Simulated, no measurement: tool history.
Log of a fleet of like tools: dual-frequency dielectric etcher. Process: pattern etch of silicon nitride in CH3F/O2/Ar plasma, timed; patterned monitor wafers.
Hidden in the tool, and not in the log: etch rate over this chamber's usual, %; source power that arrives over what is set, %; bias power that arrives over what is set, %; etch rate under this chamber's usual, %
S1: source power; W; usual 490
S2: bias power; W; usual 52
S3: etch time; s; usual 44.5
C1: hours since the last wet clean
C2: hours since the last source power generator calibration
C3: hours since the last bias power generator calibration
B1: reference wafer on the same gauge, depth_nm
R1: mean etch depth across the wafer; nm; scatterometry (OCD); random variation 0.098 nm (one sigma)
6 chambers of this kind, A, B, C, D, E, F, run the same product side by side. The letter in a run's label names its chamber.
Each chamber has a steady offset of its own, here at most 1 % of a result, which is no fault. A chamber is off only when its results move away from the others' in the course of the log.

run,hour,S1,S2,S3,C1,C2,C3,B1,R1
1A,8.5,490,52,44.5,125.6,895.6,2336.8,26.186,30.295
2C,17.9,490,52,44.5,456.5,1568.0,4233.3,26.199,30.201
3F,27.3,490,52,44.5,375.9,1251.7,448.8,26.192,30.060
4E,33.1,490,52,44.5,101.7,3006.3,1363.0,26.197,30.278
5D,41.8,490,52,44.5,248.2,2949.8,3725.5,26.203,30.417
# hour 45.8: chamber C: wet clean of the chamber
6B,48.2,490,52,44.5,312.7,1139.8,2622.6,26.218,30.174
7D,55.9,490,52,44.5,262.3,2963.9,3739.6,26.213,30.493
8C,63.9,490,62,44.5,18.1,1614.0,4279.3,26.196,31.872
9F,73.4,490,62,44.5,422.0,1297.8,494.9,26.212,31.799
# hour 73.5: chamber B: wet clean of the chamber
10E,78.9,490,62,44.5,147.5,3052.1,1408.8,26.184,32.072
11B,86.9,490,62,44.5,13.5,1178.5,2661.3,26.192,32.071
# hour 87.4: chamber D: bias power generator calibrated
12A,93.8,490,62,44.5,210.9,980.9,2422.1,26.217,32.013
# hour 94.5: chamber F: wet clean of the chamber
13D,100.3,490,62,44.5,306.7,3008.3,12.9,26.197,32.045
14C,109.6,490,52,44.5,63.8,1659.7,4325.0,26.202,30.354
15A,114.3,490,52,44.5,231.4,1001.4,2442.6,26.177,30.308
16B,120.5,490,52,44.5,47.1,1212.1,2694.9,26.214,30.078
17E,128.6,490,52,44.5,197.2,3101.8,1458.5,26.201,30.109
18F,135.7,490,52,44.5,41.2,1360.1,557.2,26.219,30.014
19C,142.2,490,52,44.5,96.4,1692.3,4357.6,26.214,30.260
20F,146.9,490,52,44.5,52.4,1371.3,568.4,26.195,29.919
21B,154.3,490,52,44.5,80.9,1245.9,2728.7,26.185,30.177
22E,162.6,490,52,44.5,231.2,3135.8,1492.5,26.235,30.257
23D,167.0,490,52,44.5,373.4,3075.0,79.6,26.220,30.384
24A,173.6,490,52,44.5,290.7,1060.7,2501.9,26.201,30.240
25A,180.6,490,52,44.5,297.7,1067.7,2508.9,26.202,30.313
26B,186.1,490,52,44.5,112.7,1277.7,2760.5,26.182,30.064
27C,191.8,410,62,44.5,146.0,1741.9,4407.2,26.211,30.033
28F,200.8,410,62,44.5,106.3,1425.2,622.3,26.204,29.549
29D,205.4,410,62,44.5,411.8,3113.4,118.0,26.207,29.981
30E,212.8,410,62,44.5,281.4,3186.0,1542.7,26.193,29.952
31F,221.7,410,62,44.5,127.2,1446.1,643.2,26.212,29.676
32D,228.2,410,62,44.5,434.6,3136.2,140.8,26.190,30.073
33E,232.6,490,52,44.5,301.2,3205.8,1562.5,26.210,30.180
34B,241.6,490,52,44.5,168.2,1333.2,2816.0,26.215,30.237
35A,246.0,490,52,44.5,363.1,1133.1,2574.3,26.195,30.333
36C,250.2,490,52,57.5,204.4,1800.3,4465.6,26.202,39.202
37C,255.2,490,52,57.5,209.4,1805.3,4470.6,26.198,39.259
38D,260.7,490,52,57.5,467.1,3168.7,173.3,26.219,39.187
39E,264.9,490,52,57.5,333.5,3238.1,1594.8,26.221,39.149
40B,271.2,490,52,57.5,197.8,1362.8,2845.6,26.192,38.904

Is one chamber off against the others, does the gauge drift, or is nothing wrong? If a chamber is off, say which, and what the likeliest cause is.

No chamber stands off beyond its own small offset, and the gauge holds steady.

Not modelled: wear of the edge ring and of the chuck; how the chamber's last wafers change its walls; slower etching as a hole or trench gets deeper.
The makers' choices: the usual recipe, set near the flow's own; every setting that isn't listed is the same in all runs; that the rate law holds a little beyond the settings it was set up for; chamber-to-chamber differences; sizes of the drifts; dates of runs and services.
